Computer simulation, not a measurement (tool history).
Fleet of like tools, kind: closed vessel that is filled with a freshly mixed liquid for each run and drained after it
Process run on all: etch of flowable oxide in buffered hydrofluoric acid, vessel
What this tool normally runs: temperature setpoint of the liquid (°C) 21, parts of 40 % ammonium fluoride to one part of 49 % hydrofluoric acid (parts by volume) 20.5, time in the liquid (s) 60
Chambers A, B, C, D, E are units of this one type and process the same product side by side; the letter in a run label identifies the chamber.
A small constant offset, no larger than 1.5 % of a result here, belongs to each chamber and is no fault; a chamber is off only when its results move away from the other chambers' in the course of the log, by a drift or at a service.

run   hour  temperature setpoint of the liquid (°C)  parts of 40 % ammonium fluoride to one part of 49 % hydrofluoric acid (parts by volume)  time in the liquid (s)  hours since the thermometer was replaced  hours since the hydrofluoric acid flow meter was replaced  read-back film thickness of the flowable oxide reference wafer, read on the same gauge (nm)  thickness taken off the flowable oxide on a monitor wafer (Å)
 1D    6.6                                       21                                                                                     20.5                      60                                     858.9                                                      858.8                                                                                          120                                                         1239.9
 2A   11.8                                       21                                                                                     20.5                      60                                     930.9                                                      345.3                                                                                       120.01                                                         1220.4
 3E   18.3                                       21                                                                                     20.5                      60                                     150.8                                                     1098.3                                                                                       119.98                                                         1216.2
 4B   24.2                                       21                                                                                     20.5                      60                                    1642.2                                                      197.6                                                                                       119.99                                                         1244.5
 5C   28.6                                       21                                                                                     20.5                      60                                      48.3                                                      444.6                                                                                          120                                                         1240.7
 6D     33                                       21                                                                                     20.5                      60                                     885.3                                                      885.2                                                                                       119.98                                                         1232.9
 7E   36.8                                       21                                                                                     20.5                      60                                     169.3                                                     1116.8                                                                                       120.01                                                         1216.7
 8A   42.4                                       21                                                                                     20.5                      60                                     961.5                                                      375.9                                                                                          120                                                         1214.7
 9B   45.6                                       21                                                                                     20.5                      60                                    1663.6                                                        219                                                                                          120                                                         1231.2
10C   49.8                                       21                                                                                     20.5                      60                                      69.5                                                      465.8                                                                                       119.98                                                         1237.3
11C   54.6                                       21                                                                                       15                      80                                      74.3                                                      470.6                                                                                       119.98                                                         2213.2
12B   59.6                                       21                                                                                       15                      80                                    1677.6                                                        233                                                                                       119.98                                                         2230.2
13E   63.3                                       21                                                                                       15                      80                                     195.8                                                     1143.3                                                                                          120                                                         2210.8
14D   69.2                                       21                                                                                       15                      80                                     921.5                                                      921.4                                                                                          120                                                         2191.9
15A   74.2                                       21                                                                                       15                      80                                     993.3                                                      407.7                                                                                       119.99                                                         2189.8
16B   80.9                                       21                                                                                     20.5                      60                                    1698.9                                                      254.3                                                                                       120.02                                                           1228
17C   84.5                                       21                                                                                     20.5                      60                                     104.2                                                      500.5                                                                                       120.01                                                         1240.1
18A   89.3                                       21                                                                                     20.5                      60                                    1008.4                                                      422.8                                                                                       120.01                                                         1222.7
19E   93.5                                       21                                                                                     20.5                      60                                       226                                                     1173.5                                                                                       120.02                                                         1211.5
20D   98.1                                       21                                                                                     20.5                      60                                     950.4                                                      950.3                                                                                       120.03                                                         1201.3
21E  104.8                                       21                                                                                     20.5                      60                                     237.3                                                     1184.8                                                                                          120                                                         1219.9
22A  108.7                                       21                                                                                     20.5                      60                                    1027.8                                                      442.2                                                                                          120                                                         1216.6
23C  112.1                                       21                                                                                     20.5                      60                                     131.8                                                      528.1                                                                                       119.99                                                         1227.5
24D  119.1                                       21                                                                                     20.5                      60                                     971.4                                                      971.3                                                                                       119.99                                                         1201.8
25B  124.2                                       21                                                                                     20.5                      60                                    1742.2                                                      297.6                                                                                       120.01                                                         1226.5
26B  131.3                                       21                                                                                     20.5                      60                                    1749.3                                                      304.7                                                                                          120                                                         1244.2
27C  137.2                                       21                                                                                     20.5                      60                                     156.9                                                      553.2                                                                                          120                                                         1227.7
28E  141.6                                       21                                                                                     20.5                      60                                     274.1                                                     1221.6                                                                                          120                                                         1217.8
29D  144.7                                       21                                                                                     20.5                      60                                       997                                                      996.9                                                                                       119.99                                                         1186.9
30A  149.5                                       21                                                                                     20.5                      60                                    1068.6                                                        483                                                                                       120.01                                                         1208.8
31E  154.8                                       21                                                                                     20.5                      60                                     287.3                                                     1234.8                                                                                       119.99                                                         1219.6
32D    161                                       21                                                                                     20.5                      60                                    1013.3                                                     1013.2                                                                                          120                                                         1170.5
33C  165.3                                       21                                                                                     20.5                      60                                       185                                                      581.3                                                                                       120.02                                                           1236
34A  172.5                                     19.5                                                                                       26                      60                                    1091.6                                                        506                                                                                       119.98                                                         952.02
35B  178.3                                     19.5                                                                                       26                      60                                    1796.3                                                      351.7                                                                                          120                                                         963.19
36E  183.6                                     19.5                                                                                       26                      60                                     316.1                                                     1263.6                                                                                          120                                                         945.16
     183.9  -- chamber C: hydrofluoric acid flow meter replaced
37C  189.2                                     19.5                                                                                       26                      60                                     208.9                                                        5.4                                                                                       120.02                                                         959.23
     191.5  -- chamber B: thermometer replaced
38D  195.1                                     19.5                                                                                       26                      60                                    1047.4                                                     1047.3                                                                                       119.97                                                         903.19
39B  198.5                                       21                                                                                     20.5                      60                                       7.1                                                      371.9                                                                                       120.01                                                         1236.2
40A  202.5                                       21                                                                                     20.5                      60                                    1121.6                                                        536                                                                                          120                                                         1219.1
     205.2  -- chamber D: hydrofluoric acid flow meter replaced
41E  206.6                                       21                                                                                     20.5                      60                                     339.1                                                     1286.6                                                                                       120.01                                                         1215.2
42D    212                                       21                                                                                     20.5                      60                                    1064.3                                                        6.8                                                                                          120                                                         1162.1
43B  217.9                                       21                                                                                       15                      30                                      26.5                                                      391.3                                                                                          120                                                            837

The same settings go to every chamber for the next run, one line per chamber below. Forecast the results for each:
44A  223.1                                     17.5                                                                                     20.5                      60                                                                                                                                                                                                                                                                ?
44B  223.1                                     17.5                                                                                     20.5                      60                                                                                                                                                                                                                                                                ?
44C  223.1                                     17.5                                                                                     20.5                      60                                                                                                                                                                                                                                                                ?
44D  223.1                                     17.5                                                                                     20.5                      60                                                                                                                                                                                                                                                                ?
44E  223.1                                     17.5                                                                                     20.5                      60                                                                                                                                                                                                                                                                ?

run  thickness taken off the flowable oxide on a monitor wafer (Å)
44A                                                         1000.8
44B                                                         1008.7
44C                                                         1010.2
44D                                                         949.85
44E                                                           1001
